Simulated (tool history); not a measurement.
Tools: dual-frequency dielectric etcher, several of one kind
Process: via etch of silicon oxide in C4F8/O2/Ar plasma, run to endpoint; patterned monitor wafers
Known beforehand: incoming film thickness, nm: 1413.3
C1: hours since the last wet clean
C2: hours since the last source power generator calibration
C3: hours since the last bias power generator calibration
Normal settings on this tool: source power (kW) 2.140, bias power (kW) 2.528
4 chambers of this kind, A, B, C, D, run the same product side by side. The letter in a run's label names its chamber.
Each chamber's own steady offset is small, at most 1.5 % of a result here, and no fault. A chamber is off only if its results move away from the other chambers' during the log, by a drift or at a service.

{"run": "1C", "hour": 9.6, "source power (kW)": 2.14, "bias power (kW)": 2.528, "C1": 396.7, "C2": 1426.2, "C3": 2830.7, "endpoint time (s)": 253.98}
{"run": "2D", "hour": 18.5, "source power (kW)": 2.14, "bias power (kW)": 2.528, "C1": 511.8, "C2": 183.7, "C3": 1447.0, "endpoint time (s)": 250.84}
{"hour": 26.4, "done": "chamber D: wet clean of the chamber"}
{"run": "3B", "hour": 33.6, "source power (kW)": 2.14, "bias power (kW)": 2.528, "C1": 105.5, "C2": 1986.0, "C3": 1188.1, "endpoint time (s)": 250.33}
{"run": "4A", "hour": 41.1, "source power (kW)": 2.14, "bias power (kW)": 2.528, "C1": 406.5, "C2": 1190.9, "C3": 2219.5, "endpoint time (s)": 254.95}
{"run": "5C", "hour": 48.5, "source power (kW)": 2.14, "bias power (kW)": 2.528, "C1": 435.6, "C2": 1465.1, "C3": 2869.6, "endpoint time (s)": 253.57}
{"run": "6D", "hour": 59.7, "source power (kW)": 2.14, "bias power (kW)": 2.528, "C1": 33.3, "C2": 224.9, "C3": 1488.2, "endpoint time (s)": 251.62}
{"run": "7B", "hour": 75.0, "source power (kW)": 2.61, "bias power (kW)": 2.212, "C1": 146.9, "C2": 2027.4, "C3": 1229.5, "endpoint time (s)": 242.31}
{"run": "8A", "hour": 91.3, "source power (kW)": 2.61, "bias power (kW)": 2.212, "C1": 456.7, "C2": 1241.1, "C3": 2269.7, "endpoint time (s)": 245.03}
{"run": "9D", "hour": 107.2, "source power (kW)": 2.61, "bias power (kW)": 2.212, "C1": 80.8, "C2": 272.4, "C3": 1535.7, "endpoint time (s)": 239.76}
{"run": "10B", "hour": 116.9, "source power (kW)": 2.61, "bias power (kW)": 2.212, "C1": 188.8, "C2": 2069.3, "C3": 1271.4, "endpoint time (s)": 244.35}
{"run": "11A", "hour": 125.2, "source power (kW)": 2.48, "bias power (kW)": 2.528, "C1": 490.6, "C2": 1275.0, "C3": 2303.6, "endpoint time (s)": 241.33}
{"run": "12C", "hour": 135.6, "source power (kW)": 2.48, "bias power (kW)": 2.528, "C1": 522.7, "C2": 1552.2, "C3": 2956.7, "endpoint time (s)": 236.85}
{"run": "13D", "hour": 151.0, "source power (kW)": 2.48, "bias power (kW)": 2.528, "C1": 124.6, "C2": 316.2, "C3": 1579.5, "endpoint time (s)": 237.81}
{"run": "14C", "hour": 158.4, "source power (kW)": 2.48, "bias power (kW)": 2.528, "C1": 545.5, "C2": 1575.0, "C3": 2979.5, "endpoint time (s)": 238.94}
{"run": "15B", "hour": 172.4, "source power (kW)": 2.14, "bias power (kW)": 2.528, "C1": 244.3, "C2": 2124.8, "C3": 1326.9, "endpoint time (s)": 257.34}
{"hour": 178.6, "done": "chamber C: wet clean of the chamber"}
{"run": "16A", "hour": 183.6, "source power (kW)": 1.84, "bias power (kW)": 2.059, "C1": 549.0, "C2": 1333.4, "C3": 2362.0, "endpoint time (s)": 287.19}
{"run": "17A", "hour": 193.5, "source power (kW)": 1.84, "bias power (kW)": 2.059, "C1": 558.9, "C2": 1343.3, "C3": 2371.9, "endpoint time (s)": 288.52}
{"run": "18C", "hour": 201.9, "source power (kW)": 1.84, "bias power (kW)": 2.059, "C1": 23.3, "C2": 1618.5, "C3": 3023.0, "endpoint time (s)": 284.27}
{"hour": 210.2, "done": "chamber A: wet clean of the chamber"}
{"run": "19B", "hour": 216.1, "source power (kW)": 1.84, "bias power (kW)": 2.059, "C1": 288.0, "C2": 2168.5, "C3": 1370.6, "endpoint time (s)": 294.01}
{"run": "20D", "hour": 231.5, "source power (kW)": 2.14, "bias power (kW)": 2.528, "C1": 205.1, "C2": 396.7, "C3": 1660.0, "endpoint time (s)": 251.58}
{"run": "21B", "hour": 243.3, "source power (kW)": 2.14, "bias power (kW)": 2.528, "C1": 315.2, "C2": 2195.7, "C3": 1397.8, "endpoint time (s)": 260.58}
{"hour": 245.0, "done": "chamber C: bias power generator calibrated"}
{"run": "22D", "hour": 252.6, "source power (kW)": 2.14, "bias power (kW)": 2.528, "C1": 226.2, "C2": 417.8, "C3": 1681.1, "endpoint time (s)": 248.95}
{"run": "23A", "hour": 262.8, "source power (kW)": 1.69, "bias power (kW)": 2.935, "C1": 52.7, "C2": 1412.6, "C3": 2441.2, "endpoint time (s)": 267.6}
{"run": "24C", "hour": 272.1, "source power (kW)": 1.69, "bias power (kW)": 2.935, "C1": 93.5, "C2": 1688.7, "C3": 27.2, "endpoint time (s)": 264.93}
{"run": "25B", "hour": 284.6, "source power (kW)": 1.69, "bias power (kW)": 2.935, "C1": 356.5, "C2": 2237.0, "C3": 1439.1, "endpoint time (s)": 277.08}
{"run": "26D", "hour": 292.6, "source power (kW)": 1.69, "bias power (kW)": 2.935, "C1": 266.2, "C2": 457.8, "C3": 1721.1, "endpoint time (s)": 261.02}
{"run": "27C", "hour": 303.6, "source power (kW)": 2.14, "bias power (kW)": 2.528, "C1": 125.0, "C2": 1720.2, "C3": 58.7, "endpoint time (s)": 252.99}
{"run": "28A", "hour": 316.8, "source power (kW)": 2.14, "bias power (kW)": 2.528, "C1": 106.7, "C2": 1466.6, "C3": 2495.2, "endpoint time (s)": 255.64}

The same settings go to every chamber for the next run, one line per chamber below. Forecast the results for each:
{"run": "29A", "hour": 328.7, "source power (kW)": 2.14, "bias power (kW)": 2.528, "endpoint time (s)": "?"}
{"run": "29B", "hour": 328.7, "source power (kW)": 2.14, "bias power (kW)": 2.528, "endpoint time (s)": "?"}
{"run": "29C", "hour": 328.7, "source power (kW)": 2.14, "bias power (kW)": 2.528, "endpoint time (s)": "?"}
{"run": "29D", "hour": 328.7, "source power (kW)": 2.14, "bias power (kW)": 2.528, "endpoint time (s)": "?"}

run=29A endpoint_time_(s)=253.26
run=29B endpoint_time_(s)=265.33
run=29C endpoint_time_(s)=252.66
run=29D endpoint_time_(s)=251.27

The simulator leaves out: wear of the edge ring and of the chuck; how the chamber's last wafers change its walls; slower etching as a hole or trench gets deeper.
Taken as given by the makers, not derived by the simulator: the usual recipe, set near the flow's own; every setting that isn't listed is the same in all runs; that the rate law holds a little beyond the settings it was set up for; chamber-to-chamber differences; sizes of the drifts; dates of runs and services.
